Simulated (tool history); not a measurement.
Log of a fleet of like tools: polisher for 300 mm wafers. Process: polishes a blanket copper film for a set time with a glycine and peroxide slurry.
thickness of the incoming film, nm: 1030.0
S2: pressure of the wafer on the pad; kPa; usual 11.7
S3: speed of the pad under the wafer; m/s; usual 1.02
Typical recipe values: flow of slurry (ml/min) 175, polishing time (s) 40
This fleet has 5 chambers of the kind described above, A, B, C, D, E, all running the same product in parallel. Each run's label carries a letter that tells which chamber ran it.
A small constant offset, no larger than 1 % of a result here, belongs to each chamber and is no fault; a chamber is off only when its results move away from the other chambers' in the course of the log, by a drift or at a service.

-- hour=3.9 chamber C: worn pad replaced by a new one
run 1A hour=7.2 | flow_of_slurry_(ml/min)=175 S2=11.7 S3=1.02 polishing_time_(s)=40 | film_removed_(nm)=137.01
run 2D hour=15.4 | flow_of_slurry_(ml/min)=175 S2=11.7 S3=1.02 polishing_time_(s)=40 | film_removed_(nm)=141.90
run 3E hour=22.7 | flow_of_slurry_(ml/min)=175 S2=11.7 S3=1.02 polishing_time_(s)=40 | film_removed_(nm)=139.03
run 4B hour=37.1 | flow_of_slurry_(ml/min)=175 S2=11.7 S3=1.02 polishing_time_(s)=40 | film_removed_(nm)=139.84
run 5C hour=45.0 | flow_of_slurry_(ml/min)=175 S2=11.7 S3=1.02 polishing_time_(s)=40 | film_removed_(nm)=138.84
-- hour=55.5 chamber B: worn pad replaced by a new one
run 6D hour=56.0 | flow_of_slurry_(ml/min)=175 S2=11.7 S3=1.02 polishing_time_(s)=40 | film_removed_(nm)=141.14
run 7E hour=64.5 | flow_of_slurry_(ml/min)=175 S2=11.7 S3=1.02 polishing_time_(s)=40 | film_removed_(nm)=136.50
-- hour=68.2 chamber A: worn pad replaced by a new one
run 8B hour=72.9 | flow_of_slurry_(ml/min)=175 S2=11.7 S3=1.02 polishing_time_(s)=40 | film_removed_(nm)=140.47
-- hour=76.2 chamber D: worn pad replaced by a new one
run 9C hour=81.5 | flow_of_slurry_(ml/min)=175 S2=11.7 S3=1.02 polishing_time_(s)=40 | film_removed_(nm)=140.68
run 10A hour=89.2 | flow_of_slurry_(ml/min)=175 S2=11.7 S3=1.02 polishing_time_(s)=32 | film_removed_(nm)=113.35
-- hour=99.0 chamber E: slurry nozzle cleaned
run 11C hour=99.5 | flow_of_slurry_(ml/min)=175 S2=11.7 S3=1.02 polishing_time_(s)=32 | film_removed_(nm)=110.78
-- hour=103.3 chamber C: slurry nozzle cleaned
run 12E hour=113.1 | flow_of_slurry_(ml/min)=175 S2=11.7 S3=1.02 polishing_time_(s)=32 | film_removed_(nm)=112.66
-- hour=114.1 chamber C: head pressure recalibrated
-- hour=117.4 chamber A: slurry nozzle cleaned
-- hour=120.5 chamber E: worn pad replaced by a new one
run 13D hour=124.3 | flow_of_slurry_(ml/min)=175 S2=11.7 S3=1.02 polishing_time_(s)=32 | film_removed_(nm)=113.16
-- hour=128.7 chamber B: worn pad replaced by a new one
-- hour=131.5 chamber B: slurry nozzle cleaned
run 14A hour=137.6 | flow_of_slurry_(ml/min)=175 S2=11.7 S3=1.02 polishing_time_(s)=32 | film_removed_(nm)=112.28
run 15B hour=145.5 | flow_of_slurry_(ml/min)=175 S2=11.7 S3=1.02 polishing_time_(s)=40 | film_removed_(nm)=141.64
run 16B hour=157.3 | flow_of_slurry_(ml/min)=175 S2=11.7 S3=1.02 polishing_time_(s)=40 | film_removed_(nm)=140.28
run 17C hour=164.6 | flow_of_slurry_(ml/min)=175 S2=8.3 S3=1.02 polishing_time_(s)=40 | film_removed_(nm)=100.16
-- hour=165.5 chamber C: worn pad replaced by a new one
run 18D hour=176.7 | flow_of_slurry_(ml/min)=175 S2=8.3 S3=1.02 polishing_time_(s)=40 | film_removed_(nm)=109.86
run 19A hour=185.9 | flow_of_slurry_(ml/min)=175 S2=8.3 S3=1.02 polishing_time_(s)=40 | film_removed_(nm)=110.34
run 20E hour=194.1 | flow_of_slurry_(ml/min)=175 S2=8.3 S3=1.02 polishing_time_(s)=40 | film_removed_(nm)=109.15
-- hour=196.4 chamber A: worn pad replaced by a new one
run 21C hour=201.5 | flow_of_slurry_(ml/min)=175 S2=8.3 S3=1.02 polishing_time_(s)=40 | film_removed_(nm)=100.19
-- hour=207.2 chamber B: worn pad replaced by a new one
run 22E hour=215.2 | flow_of_slurry_(ml/min)=175 S2=11.7 S3=1.02 polishing_time_(s)=40 | film_removed_(nm)=140.63
run 23D hour=222.4 | flow_of_slurry_(ml/min)=175 S2=11.7 S3=1.02 polishing_time_(s)=40 | film_removed_(nm)=138.36
-- hour=226.7 chamber D: worn pad replaced by a new one
run 24A hour=234.9 | flow_of_slurry_(ml/min)=175 S2=11.7 S3=1.02 polishing_time_(s)=40 | film_removed_(nm)=140.69
-- hour=245.0 chamber E: worn pad replaced by a new one
run 25B hour=246.5 | flow_of_slurry_(ml/min)=175 S2=11.7 S3=1.02 polishing_time_(s)=40 | film_removed_(nm)=140.29
run 26D hour=259.6 | flow_of_slurry_(ml/min)=210 S2=9.7 S3=1.02 polishing_time_(s)=40 | film_removed_(nm)=124.83
run 27B hour=271.6 | flow_of_slurry_(ml/min)=210 S2=9.7 S3=1.02 polishing_time_(s)=40 | film_removed_(nm)=124.16
run 28C hour=279.0 | flow_of_slurry_(ml/min)=210 S2=9.7 S3=1.02 polishing_time_(s)=40 | film_removed_(nm)=113.90
-- hour=279.9 chamber B: worn pad replaced by a new one
-- hour=286.7 chamber E: head pressure recalibrated
-- hour=291.4 chamber C: worn pad replaced by a new one
run 29E hour=291.8 | flow_of_slurry_(ml/min)=210 S2=9.7 S3=1.02 polishing_time_(s)=40 | film_removed_(nm)=125.27
run 30A hour=299.3 | flow_of_slurry_(ml/min)=210 S2=9.7 S3=1.02 polishing_time_(s)=40 | film_removed_(nm)=123.93
-- hour=307.5 chamber A: worn pad replaced by a new one
run 31E hour=313.7 | flow_of_slurry_(ml/min)=175 S2=11.7 S3=1.02 polishing_time_(s)=40 | film_removed_(nm)=138.96
run 32A hour=322.6 | flow_of_slurry_(ml/min)=175 S2=11.7 S3=1.02 polishing_time_(s)=40 | film_removed_(nm)=140.53
-- hour=324.5 chamber D: head pressure recalibrated
run 33D hour=335.2 | flow_of_slurry_(ml/min)=175 S2=11.7 S3=1.34 polishing_time_(s)=40 | film_removed_(nm)=173.69
run 34C hour=342.9 | flow_of_slurry_(ml/min)=175 S2=11.7 S3=1.34 polishing_time_(s)=40 | film_removed_(nm)=156.99
run 35B hour=357.6 | flow_of_slurry_(ml/min)=175 S2=11.7 S3=1.34 polishing_time_(s)=40 | film_removed_(nm)=172.87
-- hour=362.6 chamber A: slurry nozzle cleaned
run 36E hour=365.7 | flow_of_slurry_(ml/min)=175 S2=11.7 S3=1.34 polishing_time_(s)=40 | film_removed_(nm)=171.74
run 37A hour=379.7 | flow_of_slurry_(ml/min)=175 S2=11.7 S3=1.34 polishing_time_(s)=40 | film_removed_(nm)=173.75

Read the log: is a single chamber off, either drifting away or since a service, is the gauge that measures every chamber drifting, or is nothing wrong beyond small per-chamber offsets? Name any odd chamber and what most likely caused it.

A service on chamber C put it out of line with the rest.
Most likely cause: head's pressure below its setpoint, % = 11.

Here are 4 candidates for chamber C's next run, each the usual settings with a change, their results left as question marks. Which one brings its results back in line with what the others give on the usual settings?
Allowed miss from the other chambers' usual-settings mean, per result, to count as in line: film removed (nm) 4.80
run 38C-1 hour=390.4 | flow_of_slurry_(ml/min)=175 S2=11.7 S3=1.02 polishing_time_(s)=44 | film_removed_(nm)=?
run 38C-2 hour=390.4 | flow_of_slurry_(ml/min)=175 S2=11.0 S3=0.98 polishing_time_(s)=37 | film_removed_(nm)=?
run 38C-3 hour=390.4 | flow_of_slurry_(ml/min)=175 S2=11.7 S3=1.24 polishing_time_(s)=40 | film_removed_(nm)=?
run 38C-4 hour=390.4 | flow_of_slurry_(ml/min)=175 S2=11.0 S3=0.96 polishing_time_(s)=40 | film_removed_(nm)=?

Usual-settings mean across the other chambers: film removed (nm) 139.75
run=38C-1 film_removed_(nm)=140.54
run=38C-2 film_removed_(nm)=109.90
run=38C-3 film_removed_(nm)=147.93
run=38C-4 film_removed_(nm)=117.08
38C-1 is the one that brings the chamber's results back in line with the other chambers.
